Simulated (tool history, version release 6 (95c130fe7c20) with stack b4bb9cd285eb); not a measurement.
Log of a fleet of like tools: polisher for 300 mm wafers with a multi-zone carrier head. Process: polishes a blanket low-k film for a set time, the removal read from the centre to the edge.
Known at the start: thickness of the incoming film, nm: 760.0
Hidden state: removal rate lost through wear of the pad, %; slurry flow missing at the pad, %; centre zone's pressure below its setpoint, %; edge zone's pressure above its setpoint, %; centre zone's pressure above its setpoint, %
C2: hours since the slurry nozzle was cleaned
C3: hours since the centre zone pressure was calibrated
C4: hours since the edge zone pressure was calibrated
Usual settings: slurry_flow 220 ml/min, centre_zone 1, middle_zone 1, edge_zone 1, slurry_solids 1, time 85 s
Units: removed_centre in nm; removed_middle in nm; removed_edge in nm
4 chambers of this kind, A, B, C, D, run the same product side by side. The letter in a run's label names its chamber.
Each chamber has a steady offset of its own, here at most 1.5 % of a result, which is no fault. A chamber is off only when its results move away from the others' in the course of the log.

{"hour": 5.1, "done": "chamber C: worn pad replaced by a new one"}
{"run": "1C", "hour": 10.9, "slurry_flow": 220, "centre_zone": 1, "middle_zone": 1, "edge_zone": 1, "slurry_solids": 1, "time": 85, "wafers polished on this pad": 66, "C2": 467.5, "C3": 138.2, "C4": 432.9, "removed_centre": 26.83, "removed_middle": 26.319, "removed_edge": 26.606}
{"hour": 16.3, "done": "chamber B: edge zone pressure recalibrated"}
{"run": "2A", "hour": 17.9, "slurry_flow": 220, "centre_zone": 1, "middle_zone": 1, "edge_zone": 1, "slurry_solids": 1, "time": 85, "wafers polished on this pad": 362, "C2": 427, "C3": 549.3, "C4": 488, "removed_centre": 26.557, "removed_middle": 26.457, "removed_edge": 26.461}
{"run": "3D", "hour": 25.7, "slurry_flow": 220, "centre_zone": 1, "middle_zone": 1, "edge_zone": 1, "slurry_solids": 1, "time": 85, "wafers polished on this pad": 1122, "C2": 255.5, "C3": 1041, "C4": 90.7, "removed_centre": 26.371, "removed_middle": 26.55, "removed_edge": 26.007}
{"hour": 29.5, "done": "chamber B: worn pad replaced by a new one"}
{"hour": 34.4, "done": "chamber D: worn pad replaced by a new one"}
{"run": "4B", "hour": 35.2, "slurry_flow": 220, "centre_zone": 1, "middle_zone": 1, "edge_zone": 1, "slurry_solids": 1, "time": 85, "wafers polished on this pad": 65, "C2": 201.1, "C3": 858.8, "C4": 19, "removed_centre": 26.784, "removed_middle": 26.478, "removed_edge": 26.132}
{"run": "5C", "hour": 48.7, "slurry_flow": 220, "centre_zone": 1, "middle_zone": 1, "edge_zone": 1, "slurry_solids": 1, "time": 85, "wafers polished on this pad": 496, "C2": 505.3, "C3": 176, "C4": 470.7, "removed_centre": 26.897, "removed_middle": 25.946, "removed_edge": 26.273}
{"run": "6B", "hour": 58.1, "slurry_flow": 220, "centre_zone": 1, "middle_zone": 1, "edge_zone": 1, "slurry_solids": 1, "time": 85, "wafers polished on this pad": 325, "C2": 224, "C3": 881.7, "C4": 41.9, "removed_centre": 26.303, "removed_middle": 26.488, "removed_edge": 25.99}
{"hour": 63.5, "done": "chamber A: worn pad replaced by a new one"}
{"run": "7A", "hour": 69.9, "slurry_flow": 220, "centre_zone": 1, "middle_zone": 1, "edge_zone": 1, "slurry_solids": 1, "time": 85, "wafers polished on this pad": 73, "C2": 479, "C3": 601.3, "C4": 540, "removed_centre": 26.173, "removed_middle": 26.272, "removed_edge": 26.646}
{"hour": 73.9, "done": "chamber C: worn pad replaced by a new one"}
{"run": "8D", "hour": 83.4, "slurry_flow": 175, "centre_zone": 1, "middle_zone": 1, "edge_zone": 1, "slurry_solids": 1, "time": 85, "wafers polished on this pad": 557, "C2": 313.2, "C3": 1098.7, "C4": 148.4, "removed_centre": 25.357, "removed_middle": 25.12, "removed_edge": 25.78}
{"run": "9A", "hour": 93.4, "slurry_flow": 175, "centre_zone": 1, "middle_zone": 1, "edge_zone": 1, "slurry_solids": 1, "time": 85, "wafers polished on this pad": 340, "C2": 502.5, "C3": 624.8, "C4": 563.5, "removed_centre": 25.313, "removed_middle": 25.272, "removed_edge": 25.819}
{"hour": 99.1, "done": "chamber C: edge zone pressure recalibrated"}
{"run": "10B", "hour": 102.4, "slurry_flow": 175, "centre_zone": 1, "middle_zone": 1, "edge_zone": 1, "slurry_solids": 1, "time": 85, "wafers polished on this pad": 828, "C2": 268.3, "C3": 926, "C4": 86.2, "removed_centre": 25.567, "removed_middle": 25.322, "removed_edge": 25.468}
{"hour": 103.5, "done": "chamber B: centre zone pressure recalibrated"}
{"run": "11D", "hour": 112.4, "slurry_flow": 175, "centre_zone": 1, "middle_zone": 1, "edge_zone": 1, "slurry_solids": 1, "time": 85, "wafers polished on this pad": 886, "C2": 342.2, "C3": 1127.7, "C4": 177.4, "removed_centre": 25.284, "removed_middle": 25.811, "removed_edge": 25.146}
{"hour": 113.4, "done": "chamber A: centre zone pressure recalibrated"}
{"run": "12C", "hour": 124.0, "slurry_flow": 220, "centre_zone": 1, "middle_zone": 1, "edge_zone": 1, "slurry_solids": 1, "time": 85, "wafers polished on this pad": 570, "C2": 580.6, "C3": 251.3, "C4": 24.9, "removed_centre": 26.618, "removed_middle": 26.189, "removed_edge": 26.558}
{"hour": 126.5, "done": "chamber D: worn pad replaced by a new one"}
{"hour": 131.6, "done": "chamber B: worn pad replaced by a new one"}
{"hour": 131.7, "done": "chamber A: worn pad replaced by a new one"}
{"run": "13B", "hour": 131.7, "slurry_flow": 220, "centre_zone": 1, "middle_zone": 1, "edge_zone": 1, "slurry_solids": 1, "time": 85, "wafers polished on this pad": 2, "C2": 297.6, "C3": 28.3, "C4": 115.5, "removed_centre": 26.502, "removed_middle": 26.277, "removed_edge": 26.42}
{"run": "14C", "hour": 142.7, "slurry_flow": 220, "centre_zone": 1, "middle_zone": 0.91, "edge_zone": 1, "slurry_solids": 0.85, "time": 85, "wafers polished on this pad": 782, "C2": 599.3, "C3": 270, "C4": 43.6, "removed_centre": 25.057, "removed_middle": 22.362, "removed_edge": 24.78}
{"hour": 151.7, "done": "chamber C: worn pad replaced by a new one"}
{"run": "15D", "hour": 153.1, "slurry_flow": 220, "centre_zone": 1, "middle_zone": 0.91, "edge_zone": 1, "slurry_solids": 0.85, "time": 85, "wafers polished on this pad": 302, "C2": 382.9, "C3": 1168.4, "C4": 218.1, "removed_centre": 24.16, "removed_middle": 22.92, "removed_edge": 24.068}
{"run": "16A", "hour": 161.5, "slurry_flow": 220, "centre_zone": 1, "middle_zone": 0.91, "edge_zone": 1, "slurry_solids": 0.85, "time": 85, "wafers polished on this pad": 339, "C2": 570.6, "C3": 48.2, "C4": 631.6, "removed_centre": 21.725, "removed_middle": 22.019, "removed_edge": 24.785}
{"run": "17A", "hour": 169.1, "slurry_flow": 220, "centre_zone": 1, "middle_zone": 0.91, "edge_zone": 1, "slurry_solids": 0.85, "time": 85, "wafers polished on this pad": 425, "C2": 578.2, "C3": 55.8, "C4": 639.2, "removed_centre": 21.719, "removed_middle": 22.485, "removed_edge": 24.612}
{"run": "18D", "hour": 177.5, "slurry_flow": 220, "centre_zone": 1, "middle_zone": 1, "edge_zone": 1, "slurry_solids": 1, "time": 85, "wafers polished on this pad": 579, "C2": 407.3, "C3": 1192.8, "C4": 242.5, "removed_centre": 25.822, "removed_middle": 26.304, "removed_edge": 26.12}
{"run": "19B", "hour": 190.7, "slurry_flow": 220, "centre_zone": 1, "middle_zone": 1, "edge_zone": 1, "slurry_solids": 1, "time": 85, "wafers polished on this pad": 672, "C2": 356.6, "C3": 87.3, "C4": 174.5, "removed_centre": 26.321, "removed_middle": 25.995, "removed_edge": 25.939}
{"hour": 200.5, "done": "chamber A: worn pad replaced by a new one"}
{"run": "20C", "hour": 201.5, "slurry_flow": 220, "centre_zone": 1, "middle_zone": 1, "edge_zone": 1, "slurry_solids": 1, "time": 85, "wafers polished on this pad": 566, "C2": 658.1, "C3": 328.8, "C4": 102.4, "removed_centre": 27.136, "removed_middle": 25.735, "removed_edge": 26.267}
{"hour": 204.7, "done": "chamber D: centre zone pressure recalibrated"}
{"run": "21A", "hour": 209.3, "slurry_flow": 220, "centre_zone": 1, "middle_zone": 1, "edge_zone": 0.96, "slurry_solids": 0.9, "time": 85, "wafers polished on this pad": 100, "C2": 618.4, "C3": 96, "C4": 679.4, "removed_centre": 22.166, "removed_middle": 25.077, "removed_edge": 24.11}
{"hour": 209.5, "done": "chamber D: worn pad replaced by a new one"}
{"hour": 211.7, "done": "chamber C: worn pad replaced by a new one"}
{"run": "22D", "hour": 217.5, "slurry_flow": 220, "centre_zone": 1, "middle_zone": 1, "edge_zone": 0.96, "slurry_solids": 0.9, "time": 85, "wafers polished on this pad": 91, "C2": 447.3, "C3": 12.9, "C4": 282.5, "removed_centre": 25.245, "removed_middle": 24.784, "removed_edge": 24.5}
{"run": "23C", "hour": 227.8, "slurry_flow": 220, "centre_zone": 1, "middle_zone": 1, "edge_zone": 0.96, "slurry_solids": 0.9, "time": 85, "wafers polished on this pad": 183, "C2": 684.4, "C3": 355.1, "C4": 128.7, "removed_centre": 25.899, "removed_middle": 24.526, "removed_edge": 24.221}
{"run": "24B", "hour": 237.4, "slurry_flow": 220, "centre_zone": 1, "middle_zone": 1, "edge_zone": 0.96, "slurry_solids": 0.9, "time": 85, "wafers polished on this pad": 1203, "C2": 403.3, "C3": 134, "C4": 221.2, "removed_centre": 24.574, "removed_middle": 25.188, "removed_edge": 24.607}
{"hour": 242.3, "done": "chamber A: slurry nozzle cleaned"}
{"run": "25A", "hour": 251.6, "slurry_flow": 220, "centre_zone": 1, "middle_zone": 1, "edge_zone": 1, "slurry_solids": 1, "time": 85, "wafers polished on this pad": 580, "C2": 9.4, "C3": 138.3, "C4": 721.7, "removed_centre": 24.178, "removed_middle": 26.133, "removed_edge": 26.439}
{"hour": 256.5, "done": "chamber B: worn pad replaced by a new one"}
{"run": "26C", "hour": 264.4, "slurry_flow": 220, "centre_zone": 1.05, "middle_zone": 1, "edge_zone": 1, "slurry_solids": 1, "time": 85, "wafers polished on this pad": 599, "C2": 721, "C3": 391.7, "C4": 165.3, "removed_centre": 28.137, "removed_middle": 25.916, "removed_edge": 26.453}
{"hour": 271.3, "done": "chamber A: worn pad replaced by a new one"}
{"run": "27D", "hour": 277.7, "slurry_flow": 220, "centre_zone": 1.05, "middle_zone": 1, "edge_zone": 1, "slurry_solids": 1, "time": 85, "wafers polished on this pad": 775, "C2": 507.5, "C3": 73.1, "C4": 342.7, "removed_centre": 27.376, "removed_middle": 25.918, "removed_edge": 26.368}
{"hour": 289.6, "done": "chamber C: worn pad replaced by a new one"}
{"run": "28B", "hour": 290.2, "slurry_flow": 220, "centre_zone": 1.05, "middle_zone": 1, "edge_zone": 1, "slurry_solids": 1, "time": 85, "wafers polished on this pad": 383, "C2": 456.1, "C3": 186.8, "C4": 274, "removed_centre": 27.647, "removed_middle": 26.661, "removed_edge": 26.557}
{"run": "29C", "hour": 301.6, "slurry_flow": 220, "centre_zone": 1.05, "middle_zone": 1, "edge_zone": 1, "slurry_solids": 1, "time": 85, "wafers polished on this pad": 137, "C2": 758.2, "C3": 428.9, "C4": 202.5, "removed_centre": 28.203, "removed_middle": 26.167, "removed_edge": 26.694}
{"run": "30A", "hour": 308.0, "slurry_flow": 220, "centre_zone": 1, "middle_zone": 1, "edge_zone": 1, "slurry_solids": 1, "time": 85, "wafers polished on this pad": 417, "C2": 65.8, "C3": 194.7, "C4": 778.1, "removed_centre": 23.395, "removed_middle": 26.629, "removed_edge": 26.436}
{"hour": 309.0, "done": "chamber D: worn pad replaced by a new one"}
{"run": "31B", "hour": 320.6, "slurry_flow": 220, "centre_zone": 1, "middle_zone": 1, "edge_zone": 1, "slurry_solids": 1, "time": 85, "wafers polished on this pad": 729, "C2": 486.5, "C3": 217.2, "C4": 304.4, "removed_centre": 26.532, "removed_middle": 26.211, "removed_edge": 26.492}
{"run": "32D", "hour": 334.5, "slurry_flow": 220, "centre_zone": 1, "middle_zone": 1, "edge_zone": 1, "slurry_solids": 1, "time": 85, "wafers polished on this pad": 290, "C2": 564.3, "C3": 129.9, "C4": 399.5, "removed_centre": 26.247, "removed_middle": 26.268, "removed_edge": 25.992}
{"run": "33D", "hour": 346.1, "slurry_flow": 220, "centre_zone": 1, "middle_zone": 1, "edge_zone": 1, "slurry_solids": 1, "time": 85, "wafers polished on this pad": 422, "C2": 575.9, "C3": 141.5, "C4": 411.1, "removed_centre": 26.221, "removed_middle": 26.299, "removed_edge": 26.16}

What goes on in this fleet: one chamber off, a drifting gauge, or nothing beyond the chambers' own small offsets? Name the chamber and the cause, if any.

A service left chamber A off against the others.
Cause: centre zone's pressure below its setpoint, % = 9.38.

Here are 4 candidates for chamber A's next run, each the usual settings with a change, their results left as question marks. Which one brings its results back in line with what the others give on the usual settings?
In line means no further than this from the other chambers' mean on the usual settings: removed_centre 1 nm; removed_middle 0.82 nm; removed_edge 0.88 nm
{"run": "34A-1", "hour": 356.4, "slurry_flow": 210, "centre_zone": 0.84, "middle_zone": 1.03, "edge_zone": 1.06, "slurry_solids": 1, "time": 85, "removed_centre": "?", "removed_middle": "?", "removed_edge": "?"}
{"run": "34A-2", "hour": 356.4, "slurry_flow": 230, "centre_zone": 1.17, "middle_zone": 0.97, "edge_zone": 0.94, "slurry_solids": 1, "time": 86, "removed_centre": "?", "removed_middle": "?", "removed_edge": "?"}
{"run": "34A-3", "hour": 356.4, "slurry_flow": 215, "centre_zone": 0.9, "middle_zone": 1.02, "edge_zone": 1.03, "slurry_solids": 1, "time": 85, "removed_centre": "?", "removed_middle": "?", "removed_edge": "?"}
{"run": "34A-4", "hour": 356.4, "slurry_flow": 225, "centre_zone": 1.1, "middle_zone": 0.98, "edge_zone": 0.97, "slurry_solids": 1, "time": 85, "removed_centre": "?", "removed_middle": "?", "removed_edge": "?"}

The other chambers' mean on the usual settings: removed_centre 26.393 nm; removed_middle 26.209 nm; removed_edge 26.195 nm
run=34A-1 removed_centre=19.295 removed_middle=26.962 removed_edge=27.361
run=34A-2 removed_centre=28.379 removed_middle=26.079 removed_edge=26.262
run=34A-3 removed_centre=20.894 removed_middle=26.798 removed_edge=27.015
run=34A-4 removed_centre=26.166 removed_middle=25.956 removed_edge=26.317
34A-4 brings the chamber back in line.

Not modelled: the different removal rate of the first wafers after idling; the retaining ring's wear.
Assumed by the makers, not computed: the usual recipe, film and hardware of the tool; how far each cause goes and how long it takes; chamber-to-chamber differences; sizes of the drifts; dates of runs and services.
